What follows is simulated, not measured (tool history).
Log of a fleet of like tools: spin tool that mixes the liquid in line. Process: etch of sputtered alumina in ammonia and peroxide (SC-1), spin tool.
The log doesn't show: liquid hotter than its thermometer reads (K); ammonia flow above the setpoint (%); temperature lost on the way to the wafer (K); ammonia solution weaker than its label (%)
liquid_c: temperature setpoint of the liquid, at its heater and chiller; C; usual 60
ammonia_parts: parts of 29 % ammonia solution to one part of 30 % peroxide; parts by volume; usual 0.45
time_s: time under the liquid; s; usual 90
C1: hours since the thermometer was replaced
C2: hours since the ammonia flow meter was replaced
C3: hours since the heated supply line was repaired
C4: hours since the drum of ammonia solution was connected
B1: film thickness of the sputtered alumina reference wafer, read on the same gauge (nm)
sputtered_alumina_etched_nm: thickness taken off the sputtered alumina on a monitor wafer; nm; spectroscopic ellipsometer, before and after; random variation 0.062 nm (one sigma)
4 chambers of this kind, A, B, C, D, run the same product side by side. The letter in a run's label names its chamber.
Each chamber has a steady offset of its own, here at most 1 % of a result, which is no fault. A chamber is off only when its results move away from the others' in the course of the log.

Run 1C, day 0.262: usual settings; C1 1518.2; C2 501.5; C3 1214.4; C4 961.9; B1 129.99. Result: sputtered_alumina_etched_nm 8.7765 nm.
Run 2D, day 0.475: usual settings; C1 1707.7; C2 1222.8; C3 123.2; C4 377; B1 130.03. Result: sputtered_alumina_etched_nm 8.649 nm.
Run 3A, day 0.729: usual settings; C1 608.1; C2 1349.2; C3 1147.5; C4 472.6; B1 129.98. Result: sputtered_alumina_etched_nm 8.5418 nm.
Run 4B, day 0.896: usual settings; C1 508.1; C2 632.8; C3 746; C4 384; B1 130.03. Result: sputtered_alumina_etched_nm 8.7024 nm.
Run 5A, day 1.175: usual settings; C1 618.8; C2 1359.9; C3 1158.2; C4 483.3; B1 130.01. Result: sputtered_alumina_etched_nm 8.5885 nm.
Run 6C, day 1.404: usual settings; C1 1545.6; C2 528.9; C3 1241.8; C4 989.3; B1 130.03. Result: sputtered_alumina_etched_nm 8.599 nm.
At day 1.425: chamber C: new drum of ammonia solution connected.
Run 7B, day 1.596: usual settings; C1 524.9; C2 649.6; C3 762.8; C4 400.8; B1 130.02. Result: sputtered_alumina_etched_nm 8.6927 nm.
Run 8D, day 1.888: usual settings; C1 1741.6; C2 1256.7; C3 157.1; C4 410.9; B1 129.94. Result: sputtered_alumina_etched_nm 8.5974 nm.
Run 9C, day 2.15: usual settings; C1 1563.5; C2 546.8; C3 1259.7; C4 17.4; B1 130. Result: sputtered_alumina_etched_nm 8.6223 nm.
Run 10A, day 2.417: usual settings; C1 648.6; C2 1389.7; C3 1188; C4 513.1; B1 130.01. Result: sputtered_alumina_etched_nm 8.6995 nm.
Run 11D, day 2.671: usual settings; C1 1760.4; C2 1275.5; C3 175.9; C4 429.7; B1 130.01. Result: sputtered_alumina_etched_nm 8.6734 nm.
Run 12B, day 2.938: usual settings; C1 557.1; C2 681.8; C3 795; C4 433; B1 130. Result: sputtered_alumina_etched_nm 8.7471 nm.
At day 3.204: chamber A: new drum of ammonia solution connected.
Run 13C, day 3.208: usual settings; C1 1588.9; C2 572.2; C3 1285.1; C4 42.8; B1 130.01. Result: sputtered_alumina_etched_nm 8.6466 nm.
Run 14D, day 3.396: usual settings; C1 1777.8; C2 1292.9; C3 193.3; C4 447.1; B1 130.01. Result: sputtered_alumina_etched_nm 8.5316 nm.
Run 15A, day 3.621: usual settings but liquid_c 63 C, time_s 70 s; C1 677.5; C2 1418.6; C3 1216.9; C4 10; B1 129.98. Result: sputtered_alumina_etched_nm 8.0083 nm.
Run 16B, day 3.888: usual settings but liquid_c 63 C, time_s 70 s; C1 579.9; C2 704.6; C3 817.8; C4 455.8; B1 129.94. Result: sputtered_alumina_etched_nm 7.9023 nm.
Run 17C, day 4.067: usual settings but liquid_c 63 C, time_s 70 s; C1 1609.5; C2 592.8; C3 1305.7; C4 63.4; B1 129.97. Result: sputtered_alumina_etched_nm 7.7941 nm.
Run 18B, day 4.233: usual settings but liquid_c 63 C, time_s 70 s; C1 588.2; C2 712.9; C3 826.1; C4 464.1; B1 130.05. Result: sputtered_alumina_etched_nm 7.8715 nm.
Run 19D, day 4.45: usual settings; C1 1803.1; C2 1318.2; C3 218.6; C4 472.4; B1 130.01. Result: sputtered_alumina_etched_nm 8.5105 nm.
Run 20A, day 4.729: usual settings; C1 704.1; C2 1445.2; C3 1243.5; C4 36.6; B1 130. Result: sputtered_alumina_etched_nm 8.8911 nm.
Run 21C, day 5.083: usual settings; C1 1633.9; C2 617.2; C3 1330.1; C4 87.8; B1 130.02. Result: sputtered_alumina_etched_nm 8.6601 nm.
Run 22A, day 5.408: usual settings; C1 720.4; C2 1461.5; C3 1259.8; C4 52.9; B1 129.97. Result: sputtered_alumina_etched_nm 9.0375 nm.
Run 23B, day 5.571: usual settings; C1 620.3; C2 745; C3 858.2; C4 496.2; B1 129.99. Result: sputtered_alumina_etched_nm 8.6806 nm.
Run 24D, day 5.767: usual settings; C1 1834.7; C2 1349.8; C3 250.2; C4 504; B1 130.02. Result: sputtered_alumina_etched_nm 8.537 nm.
Run 25D, day 6.038: usual settings; C1 1841.2; C2 1356.3; C3 256.7; C4 510.5; B1 130.05. Result: sputtered_alumina_etched_nm 8.659 nm.
Run 26C, day 6.4: usual settings; C1 1665.5; C2 648.8; C3 1361.7; C4 119.4; B1 130.06. Result: sputtered_alumina_etched_nm 8.5681 nm.
Run 27A, day 6.704: usual settings but ammonia_parts 0.3 parts by volume, time_s 125 s; C1 751.5; C2 1492.6; C3 1290.9; C4 84; B1 130. Result: sputtered_alumina_etched_nm 12.176 nm.
Run 28B, day 6.879: usual settings but ammonia_parts 0.3 parts by volume, time_s 125 s; C1 651.7; C2 776.4; C3 889.6; C4 527.6; B1 130.02. Result: sputtered_alumina_etched_nm 11.508 nm.

What goes on in this fleet: one chamber off, a drifting gauge, or nothing beyond the chambers' own small offsets? Name the chamber and the cause, if any.

Chamber A drifts away from the others.
Cause: liquid hotter than its thermometer reads (K) = 1.23.

Here are 4 candidates for chamber A's next run, each the usual settings with a change, their results left as question marks. Which one brings its results back in line with what the others give on the usual settings?
In line means no further than this from the other chambers' mean on the usual settings: sputtered_alumina_etched_nm 0.22 nm
Run 29A-1, day 7.142: usual settings but ammonia_parts 0.25 parts by volume. Result: sputtered_alumina_etched_nm ?.
Run 29A-2, day 7.142: usual settings but time_s 95 s. Result: sputtered_alumina_etched_nm ?.
Run 29A-3, day 7.142: usual settings but ammonia_parts 0.4 parts by volume. Result: sputtered_alumina_etched_nm ?.
Run 29A-4, day 7.142: usual settings but ammonia_parts 0.5 parts by volume. Result: sputtered_alumina_etched_nm ?.

The other chambers' mean on the usual settings: sputtered_alumina_etched_nm 8.6562 nm
  run  sputtered_alumina_etched_nm
29A-1                       8.6941
29A-2                       9.7052
29A-3                       9.0921
29A-4                       9.2869
29A-1 brings the chamber back in line.

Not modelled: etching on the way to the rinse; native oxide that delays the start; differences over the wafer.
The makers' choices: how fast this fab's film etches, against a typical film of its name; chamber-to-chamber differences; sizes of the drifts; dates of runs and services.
